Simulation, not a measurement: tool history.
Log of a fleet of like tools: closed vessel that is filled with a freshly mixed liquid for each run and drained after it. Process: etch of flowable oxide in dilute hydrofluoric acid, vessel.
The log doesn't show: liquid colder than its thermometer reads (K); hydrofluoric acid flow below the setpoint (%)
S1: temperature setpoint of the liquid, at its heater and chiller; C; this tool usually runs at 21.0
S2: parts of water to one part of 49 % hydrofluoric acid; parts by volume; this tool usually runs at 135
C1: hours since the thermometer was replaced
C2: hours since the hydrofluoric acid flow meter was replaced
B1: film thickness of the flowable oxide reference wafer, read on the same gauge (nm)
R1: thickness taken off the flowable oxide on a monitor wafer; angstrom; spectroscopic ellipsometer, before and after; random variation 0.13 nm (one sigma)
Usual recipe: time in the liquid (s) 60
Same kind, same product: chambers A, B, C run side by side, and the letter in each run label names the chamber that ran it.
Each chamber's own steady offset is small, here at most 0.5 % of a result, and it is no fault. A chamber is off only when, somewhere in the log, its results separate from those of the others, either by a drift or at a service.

{"run": "1A", "hour": 9.1, "S1": 21.0, "S2": 135, "time in the liquid (s)": 60, "C1": 85.5, "C2": 181.8, "B1": 79.99, "R1": 166.17}
{"run": "2B", "hour": 14.6, "S1": 21.0, "S2": 135, "time in the liquid (s)": 60, "C1": 296.4, "C2": 1042.2, "B1": 80.007, "R1": 166.41}
{"run": "3C", "hour": 20.8, "S1": 21.0, "S2": 135, "time in the liquid (s)": 60, "C1": 1241.6, "C2": 1232.6, "B1": 79.996, "R1": 165.76}
{"run": "4C", "hour": 27.1, "S1": 21.0, "S2": 135, "time in the liquid (s)": 60, "C1": 1247.9, "C2": 1238.9, "B1": 80.003, "R1": 167.06}
{"run": "5B", "hour": 34.8, "S1": 17.5, "S2": 75, "time in the liquid (s)": 60, "C1": 316.6, "C2": 1062.4, "B1": 79.997, "R1": 278.94}
{"run": "6A", "hour": 40.3, "S1": 17.5, "S2": 75, "time in the liquid (s)": 60, "C1": 116.7, "C2": 213.0, "B1": 80.014, "R1": 278.16}
{"run": "7C", "hour": 47.4, "S1": 17.5, "S2": 75, "time in the liquid (s)": 60, "C1": 1268.2, "C2": 1259.2, "B1": 79.995, "R1": 273.98}
{"run": "8A", "hour": 52.8, "S1": 23.5, "S2": 135, "time in the liquid (s)": 60, "C1": 129.2, "C2": 225.5, "B1": 80.013, "R1": 187.89}
{"run": "9B", "hour": 58.8, "S1": 23.5, "S2": 135, "time in the liquid (s)": 60, "C1": 340.6, "C2": 1086.4, "B1": 79.999, "R1": 182.66}
{"run": "10B", "hour": 67.6, "S1": 23.5, "S2": 135, "time in the liquid (s)": 60, "C1": 349.4, "C2": 1095.2, "B1": 80.007, "R1": 182.78}
{"run": "11C", "hour": 74.5, "S1": 21.0, "S2": 135, "time in the liquid (s)": 60, "C1": 1295.3, "C2": 1286.3, "B1": 80.006, "R1": 167.77}
{"run": "12A", "hour": 83.3, "S1": 21.0, "S2": 135, "time in the liquid (s)": 60, "C1": 159.7, "C2": 256.0, "B1": 79.996, "R1": 165.62}
{"run": "13C", "hour": 91.2, "S1": 21.0, "S2": 135, "time in the liquid (s)": 60, "C1": 1312.0, "C2": 1303.0, "B1": 79.994, "R1": 165.63}
{"run": "14B", "hour": 100.1, "S1": 21.0, "S2": 135, "time in the liquid (s)": 60, "C1": 381.9, "C2": 1127.7, "B1": 79.995, "R1": 159.89}
{"run": "15A", "hour": 108.4, "S1": 21.0, "S2": 135, "time in the liquid (s)": 60, "C1": 184.8, "C2": 281.1, "B1": 80.006, "R1": 167.05}
{"run": "16C", "hour": 117.7, "S1": 21.0, "S2": 135, "time in the liquid (s)": 60, "C1": 1338.5, "C2": 1329.5, "B1": 80.01, "R1": 166.53}
{"hour": 121.0, "done": "chamber B: hydrofluoric acid flow meter replaced"}
{"run": "17A", "hour": 126.4, "S1": 21.0, "S2": 135, "time in the liquid (s)": 60, "C1": 202.8, "C2": 299.1, "B1": 79.999, "R1": 166.62}
{"run": "18B", "hour": 135.1, "S1": 21.0, "S2": 135, "time in the liquid (s)": 60, "C1": 416.9, "C2": 14.2, "B1": 80.008, "R1": 152.81}
{"run": "19C", "hour": 144.4, "S1": 21.0, "S2": 135, "time in the liquid (s)": 60, "C1": 1365.2, "C2": 1356.2, "B1": 80.0, "R1": 166.56}
{"run": "20A", "hour": 154.6, "S1": 21.0, "S2": 135, "time in the liquid (s)": 60, "C1": 231.0, "C2": 327.3, "B1": 80.012, "R1": 167.44}

Decide between three cases: one chamber stands off from its peers, the gauge reading all wafers drifts, or nothing is wrong past each chamber's small offset. Where a chamber is off, say which and what most likely put it there.

One chamber, B, drifts off from the rest bit by bit.
Cause: liquid colder than its thermometer reads (K) = 2.22.

Here are 4 candidates for chamber B's next run, each the usual settings with a change, their results left as question marks. Which one brings its results back in line with what the others give on the usual settings?
Maximum distance from the other chambers' mean on the usual settings for a result to count as in line: R1 4.60 angstrom
{"run": "21B-1", "hour": 161.9, "S1": 21.0, "S2": 135, "time in the liquid (s)": 55, "R1": "?"}
{"run": "21B-2", "hour": 161.9, "S1": 23.0, "S2": 135, "time in the liquid (s)": 60, "R1": "?"}
{"run": "21B-3", "hour": 161.9, "S1": 21.0, "S2": 125, "time in the liquid (s)": 65, "R1": "?"}
{"run": "21B-4", "hour": 161.9, "S1": 20.5, "S2": 155, "time in the liquid (s)": 60, "R1": "?"}

What the other chambers average on the usual settings: R1 167.04 angstrom
run=21B-1 R1=140.63
run=21B-2 R1=166.34
run=21B-3 R1=181.45
run=21B-4 R1=128.23
21B-2 puts the chamber back in line with the other chambers.
